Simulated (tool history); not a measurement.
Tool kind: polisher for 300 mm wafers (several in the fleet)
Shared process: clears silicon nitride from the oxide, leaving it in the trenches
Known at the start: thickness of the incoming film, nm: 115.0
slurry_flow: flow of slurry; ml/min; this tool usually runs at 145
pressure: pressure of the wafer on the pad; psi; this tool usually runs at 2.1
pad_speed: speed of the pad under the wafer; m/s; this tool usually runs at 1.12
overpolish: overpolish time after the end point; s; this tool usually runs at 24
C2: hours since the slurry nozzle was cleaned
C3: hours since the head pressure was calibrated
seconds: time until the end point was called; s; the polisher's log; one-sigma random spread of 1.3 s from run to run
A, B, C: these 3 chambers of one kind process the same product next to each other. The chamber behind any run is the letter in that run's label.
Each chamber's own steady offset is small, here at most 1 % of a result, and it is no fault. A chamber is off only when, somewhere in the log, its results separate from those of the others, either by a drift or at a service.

{"run": "1C", "hour": 6.8, "slurry_flow": 145, "pressure": 2.1, "pad_speed": 1.12, "overpolish": 24, "wafers polished on this pad": 135, "C2": 562.4, "C3": 112.7, "seconds": 130.03}
{"run": "2A", "hour": 15.0, "slurry_flow": 145, "pressure": 2.1, "pad_speed": 1.12, "overpolish": 24, "wafers polished on this pad": 563, "C2": 189.2, "C3": 143.8, "seconds": 130.35}
{"run": "3B", "hour": 23.8, "slurry_flow": 145, "pressure": 2.1, "pad_speed": 1.12, "overpolish": 24, "wafers polished on this pad": 194, "C2": 64.8, "C3": 1370.3, "seconds": 129.51}
{"run": "4B", "hour": 31.7, "slurry_flow": 145, "pressure": 2.1, "pad_speed": 1.12, "overpolish": 24, "wafers polished on this pad": 256, "C2": 72.7, "C3": 1378.2, "seconds": 130.18}
{"run": "5C", "hour": 42.6, "slurry_flow": 145, "pressure": 2.1, "pad_speed": 1.12, "overpolish": 24, "wafers polished on this pad": 414, "C2": 598.2, "C3": 148.5, "seconds": 132}
{"run": "6A", "hour": 52.8, "slurry_flow": 145, "pressure": 2.1, "pad_speed": 1.12, "overpolish": 24, "wafers polished on this pad": 857, "C2": 227, "C3": 181.6, "seconds": 129.89}
{"hour": 54.9, "done": "chamber C: slurry nozzle cleaned"}
{"run": "7C", "hour": 62.7, "slurry_flow": 145, "pressure": 2.1, "pad_speed": 1.12, "overpolish": 24, "wafers polished on this pad": 571, "C2": 7.9, "C3": 168.6, "seconds": 130.42}
{"run": "8B", "hour": 73.9, "slurry_flow": 145, "pressure": 2.1, "pad_speed": 1.12, "overpolish": 24, "wafers polished on this pad": 585, "C2": 114.9, "C3": 1420.4, "seconds": 131.59}
{"run": "9A", "hour": 84.8, "slurry_flow": 145, "pressure": 2.1, "pad_speed": 1.12, "overpolish": 24, "wafers polished on this pad": 1107, "C2": 259, "C3": 213.6, "seconds": 131.06}
{"hour": 93.4, "done": "chamber B: worn pad replaced by a new one"}
{"hour": 94.3, "done": "chamber C: worn pad replaced by a new one"}
{"run": "10A", "hour": 95.9, "slurry_flow": 100, "pressure": 2.1, "pad_speed": 1.12, "overpolish": 17, "wafers polished on this pad": 1193, "C2": 270.1, "C3": 224.7, "seconds": 143.95}
{"run": "11C", "hour": 101.1, "slurry_flow": 100, "pressure": 2.1, "pad_speed": 1.12, "overpolish": 17, "wafers polished on this pad": 53, "C2": 46.3, "C3": 207, "seconds": 138.6}
{"run": "12B", "hour": 112.1, "slurry_flow": 100, "pressure": 2.1, "pad_speed": 1.12, "overpolish": 17, "wafers polished on this pad": 146, "C2": 153.1, "C3": 1458.6, "seconds": 143.3}
{"hour": 112.7, "done": "chamber A: worn pad replaced by a new one"}
{"run": "13C", "hour": 118.1, "slurry_flow": 145, "pressure": 2.1, "pad_speed": 1.12, "overpolish": 24, "wafers polished on this pad": 186, "C2": 63.3, "C3": 224, "seconds": 130.07}
{"run": "14A", "hour": 125.6, "slurry_flow": 145, "pressure": 2.1, "pad_speed": 1.12, "overpolish": 24, "wafers polished on this pad": 101, "C2": 299.8, "C3": 254.4, "seconds": 132.48}
{"hour": 132.4, "done": "chamber B: head pressure recalibrated"}
{"run": "15B", "hour": 134.3, "slurry_flow": 145, "pressure": 2.1, "pad_speed": 1.12, "overpolish": 24, "wafers polished on this pad": 319, "C2": 175.3, "C3": 1.9, "seconds": 143.62}
{"run": "16C", "hour": 141.3, "slurry_flow": 145, "pressure": 2.1, "pad_speed": 1.12, "overpolish": 24, "wafers polished on this pad": 366, "C2": 86.5, "C3": 247.2, "seconds": 128.66}
{"run": "17B", "hour": 149.7, "slurry_flow": 145, "pressure": 1.5, "pad_speed": 1.12, "overpolish": 24, "wafers polished on this pad": 439, "C2": 190.7, "C3": 17.3, "seconds": 203.79}
{"run": "18A", "hour": 159.7, "slurry_flow": 145, "pressure": 1.5, "pad_speed": 1.12, "overpolish": 24, "wafers polished on this pad": 367, "C2": 333.9, "C3": 288.5, "seconds": 186.63}
{"run": "19B", "hour": 164.9, "slurry_flow": 145, "pressure": 1.5, "pad_speed": 1.12, "overpolish": 24, "wafers polished on this pad": 557, "C2": 205.9, "C3": 32.5, "seconds": 203.54}
{"run": "20C", "hour": 174.6, "slurry_flow": 145, "pressure": 2.1, "pad_speed": 1.12, "overpolish": 24, "wafers polished on this pad": 626, "C2": 119.8, "C3": 280.5, "seconds": 129.77}
{"run": "21A", "hour": 186.2, "slurry_flow": 145, "pressure": 2.1, "pad_speed": 1.12, "overpolish": 24, "wafers polished on this pad": 573, "C2": 360.4, "C3": 315, "seconds": 132.61}
{"run": "22A", "hour": 192.5, "slurry_flow": 145, "pressure": 2.1, "pad_speed": 1.12, "overpolish": 24, "wafers polished on this pad": 622, "C2": 366.7, "C3": 321.3, "seconds": 130.68}
{"hour": 193.5, "done": "chamber B: worn pad replaced by a new one"}
{"run": "23B", "hour": 200.3, "slurry_flow": 145, "pressure": 2.1, "pad_speed": 1.12, "overpolish": 24, "wafers polished on this pad": 53, "C2": 241.3, "C3": 67.9, "seconds": 146.14}
{"run": "24C", "hour": 206.2, "slurry_flow": 145, "pressure": 2.1, "pad_speed": 1.12, "overpolish": 24, "wafers polished on this pad": 872, "C2": 151.4, "C3": 312.1, "seconds": 130.48}
{"hour": 213.1, "done": "chamber C: worn pad replaced by a new one"}
{"run": "25C", "hour": 214.4, "slurry_flow": 145, "pressure": 2.1, "pad_speed": 1.12, "overpolish": 24, "wafers polished on this pad": 10, "C2": 159.6, "C3": 320.3, "seconds": 130.64}
{"run": "26A", "hour": 223.0, "slurry_flow": 145, "pressure": 2.1, "pad_speed": 1.12, "overpolish": 24, "wafers polished on this pad": 860, "C2": 397.2, "C3": 351.8, "seconds": 133.77}
{"run": "27B", "hour": 231.8, "slurry_flow": 145, "pressure": 2.1, "pad_speed": 1.12, "overpolish": 24, "wafers polished on this pad": 298, "C2": 272.8, "C3": 99.4, "seconds": 145.73}
{"run": "28C", "hour": 239.9, "slurry_flow": 145, "pressure": 2.1, "pad_speed": 1.12, "overpolish": 24, "wafers polished on this pad": 209, "C2": 185.1, "C3": 345.8, "seconds": 129.1}
{"run": "29A", "hour": 245.4, "slurry_flow": 145, "pressure": 2.1, "pad_speed": 1.12, "overpolish": 24, "wafers polished on this pad": 1034, "C2": 419.6, "C3": 374.2, "seconds": 133.45}
{"run": "30B", "hour": 252.2, "slurry_flow": 145, "pressure": 2.1, "pad_speed": 1.12, "overpolish": 24, "wafers polished on this pad": 457, "C2": 293.2, "C3": 119.8, "seconds": 147.67}
{"run": "31C", "hour": 262.8, "slurry_flow": 145, "pressure": 2.1, "pad_speed": 1.12, "overpolish": 24, "wafers polished on this pad": 387, "C2": 208, "C3": 368.7, "seconds": 130.43}
{"run": "32B", "hour": 274.3, "slurry_flow": 120, "pressure": 2.1, "pad_speed": 1.12, "overpolish": 37, "wafers polished on this pad": 629, "C2": 315.3, "C3": 141.9, "seconds": 152.26}
{"run": "33A", "hour": 283.0, "slurry_flow": 120, "pressure": 2.1, "pad_speed": 1.12, "overpolish": 37, "wafers polished on this pad": 1328, "C2": 457.2, "C3": 411.8, "seconds": 138.8}
{"hour": 290.5, "done": "chamber C: head pressure recalibrated"}
{"hour": 291.3, "done": "chamber B: worn pad replaced by a new one"}
{"run": "34C", "hour": 294.2, "slurry_flow": 120, "pressure": 2.1, "pad_speed": 1.12, "overpolish": 37, "wafers polished on this pad": 632, "C2": 239.4, "C3": 3.7, "seconds": 134.09}
{"hour": 298.2, "done": "chamber A: worn pad replaced by a new one"}
{"run": "35B", "hour": 304.4, "slurry_flow": 145, "pressure": 2.1, "pad_speed": 1.12, "overpolish": 24, "wafers polished on this pad": 102, "C2": 345.4, "C3": 172, "seconds": 145.21}
{"run": "36A", "hour": 312.3, "slurry_flow": 145, "pressure": 2.1, "pad_speed": 1.12, "overpolish": 24, "wafers polished on this pad": 110, "C2": 486.5, "C3": 441.1, "seconds": 131.93}
{"run": "37A", "hour": 322.5, "slurry_flow": 145, "pressure": 2.1, "pad_speed": 1.12, "overpolish": 24, "wafers polished on this pad": 189, "C2": 496.7, "C3": 451.3, "seconds": 129.44}

Has any chamber moved away from the others, gradually or after a service, or does the common gauge drift, or do the chambers differ only by their own small steady offsets? State the chamber and the most likely cause if one applies.

A service on chamber B put it out of line with the rest.
What lies behind it: head's pressure below its setpoint, % = 10.

Below are 4 candidate recipes for chamber B's next run, each the usual settings with a change, their results shown as question marks. Which of them brings B's results back in line with what the other chambers give on the usual settings?
In-line tolerance around the mean of the other chambers on the usual settings: seconds 4.7 s
{"run": "38B-1", "hour": 330.8, "slurry_flow": 145, "pressure": 2, "pad_speed": 1.06, "overpolish": 24, "seconds": "?"}
{"run": "38B-2", "hour": 330.8, "slurry_flow": 145, "pressure": 2.1, "pad_speed": 1.08, "overpolish": 24, "seconds": "?"}
{"run": "38B-3", "hour": 330.8, "slurry_flow": 145, "pressure": 2.1, "pad_speed": 1.24, "overpolish": 24, "seconds": "?"}
{"run": "38B-4", "hour": 330.8, "slurry_flow": 175, "pressure": 2.1, "pad_speed": 1.12, "overpolish": 24, "seconds": "?"}

Usual-settings mean across the other chambers: seconds 130.85 s
run=38B-1 seconds=160.62
run=38B-2 seconds=150.27
run=38B-3 seconds=131.14
run=38B-4 seconds=140.57
38B-3 puts the chamber back in line with the other chambers.
